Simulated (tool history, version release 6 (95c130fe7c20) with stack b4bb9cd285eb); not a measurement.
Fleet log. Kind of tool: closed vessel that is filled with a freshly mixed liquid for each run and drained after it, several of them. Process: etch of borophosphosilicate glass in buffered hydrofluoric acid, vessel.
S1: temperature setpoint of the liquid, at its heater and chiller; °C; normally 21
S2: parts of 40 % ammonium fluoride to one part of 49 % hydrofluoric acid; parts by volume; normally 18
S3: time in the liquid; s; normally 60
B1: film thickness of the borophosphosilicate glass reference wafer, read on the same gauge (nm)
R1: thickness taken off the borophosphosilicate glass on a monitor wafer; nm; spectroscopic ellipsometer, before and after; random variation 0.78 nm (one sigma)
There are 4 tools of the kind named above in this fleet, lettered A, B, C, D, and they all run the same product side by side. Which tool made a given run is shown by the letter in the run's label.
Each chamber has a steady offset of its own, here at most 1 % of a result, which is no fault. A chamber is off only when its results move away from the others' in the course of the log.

Run 1B, hour 10.6: usual settings; B1 39.988. Result: R1 88.175 nm.
Run 2C, hour 16.6: usual settings; B1 39.992. Result: R1 85.448 nm.
Run 3D, hour 24.1: usual settings; B1 40.028. Result: R1 88.079 nm.
Run 4A, hour 35.5: usual settings; B1 40.007. Result: R1 86.101 nm.
Run 5D, hour 43.4: usual settings; B1 40.009. Result: R1 87.874 nm.
Run 6B, hour 52.7: usual settings but S1 19.5 °C, S2 24 parts by volume; B1 39.988. Result: R1 63.381 nm.
Run 7A, hour 60.4: usual settings but S1 19.5 °C, S2 24 parts by volume; B1 40.023. Result: R1 62.551 nm.
At hour 61.4: chamber D: hydrofluoric acid flow meter replaced.
At hour 70.9: chamber C: hydrofluoric acid flow meter replaced.
Run 8C, hour 72.7: usual settings but S1 19.5 °C, S2 24 parts by volume; B1 39.983. Result: R1 64.624 nm.
Run 9C, hour 83.5: usual settings but S1 19.5 °C, S2 24 parts by volume; B1 40.003. Result: R1 63.357 nm.
Run 10D, hour 91.9: usual settings; B1 39.989. Result: R1 86.587 nm.
Run 11A, hour 103.2: usual settings; B1 39.987. Result: R1 87.143 nm.
Run 12B, hour 109.8: usual settings; B1 39.987. Result: R1 84.428 nm.
At hour 114.1: chamber A: hydrofluoric acid flow meter replaced.
Run 13A, hour 117.8: usual settings; B1 39.995. Result: R1 87.154 nm.
Run 14B, hour 127.4: usual settings; B1 40.013. Result: R1 84.403 nm.
Run 15C, hour 133.8: usual settings; B1 39.993. Result: R1 86.614 nm.
Run 16D, hour 141: usual settings; B1 39.962. Result: R1 87.329 nm.
Run 17B, hour 148.4: usual settings; B1 40.014. Result: R1 83.555 nm.
Run 18A, hour 155.7: usual settings; B1 39.989. Result: R1 87.088 nm.
Run 19C, hour 168.4: usual settings; B1 39.995. Result: R1 88.323 nm.
Run 20D, hour 177.8: usual settings; B1 40.016. Result: R1 87.176 nm.
Run 21A, hour 184.8: usual settings; B1 39.971. Result: R1 86.941 nm.
Run 22B, hour 192.4: usual settings; B1 40.005. Result: R1 81.586 nm.
Run 23D, hour 204: usual settings; B1 40.025. Result: R1 86.884 nm.
Run 24C, hour 216.4: usual settings; B1 39.967. Result: R1 86.237 nm.
Run 25C, hour 223.8: usual settings but S3 30 s; B1 39.97. Result: R1 43.123 nm.
Run 26A, hour 235.5: usual settings but S3 30 s; B1 39.963. Result: R1 43 nm.
Run 27D, hour 242.9: usual settings but S3 30 s; B1 40.052. Result: R1 43.513 nm.
Run 28B, hour 252.1: usual settings but S3 30 s; B1 39.974. Result: R1 39.519 nm.
Run 29B, hour 260.5: usual settings but S2 14.5 parts by volume, S3 40 s; B1 39.981. Result: R1 65.819 nm.
Run 30A, hour 267.9: usual settings but S2 14.5 parts by volume, S3 40 s; B1 39.98. Result: R1 71.288 nm.
Run 31C, hour 275.5: usual settings but S2 14.5 parts by volume, S3 40 s; B1 40. Result: R1 71.272 nm.
Run 32D, hour 288.7: usual settings but S2 14.5 parts by volume, S3 40 s; B1 39.975. Result: R1 71.105 nm.
Run 33B, hour 300.4: usual settings; B1 40.004. Result: R1 78.604 nm.

Is one chamber off against the others, does the gauge drift, or is nothing wrong? If a chamber is off, say which, and what the likeliest cause is.

Chamber B drifts away from the others.
Likeliest cause: hydrofluoric acid flow below the setpoint (%) = 10.9.
With only this log, it may be confused with: liquid colder than its thermometer reads (K).

Which of the 4 candidates below, each the usual settings with something changed and its results left as question marks, puts chamber B back in line with what the other chambers give on the usual settings?
To be in line, a result may differ from the other chambers' mean on the usual settings by at most: R1 2.7 nm
Run 34B-1, hour 310.3: usual settings but S1 20 °C, S2 19.5 parts by volume. Result: R1 ?.
Run 34B-2, hour 310.3: usual settings but S2 19 parts by volume. Result: R1 ?.
Run 34B-3, hour 310.3: usual settings but S2 17 parts by volume. Result: R1 ?.
Run 34B-4, hour 310.3: usual settings but S1 23 °C. Result: R1 ?.

Average result of the remaining chambers running the usual settings: R1 86.856 nm
  run      R1
34B-1  70.081
34B-2  75.407
34B-3  82.525
34B-4  87.233
The right change is 34B-4: it brings the chamber back within the allowed miss of the others.
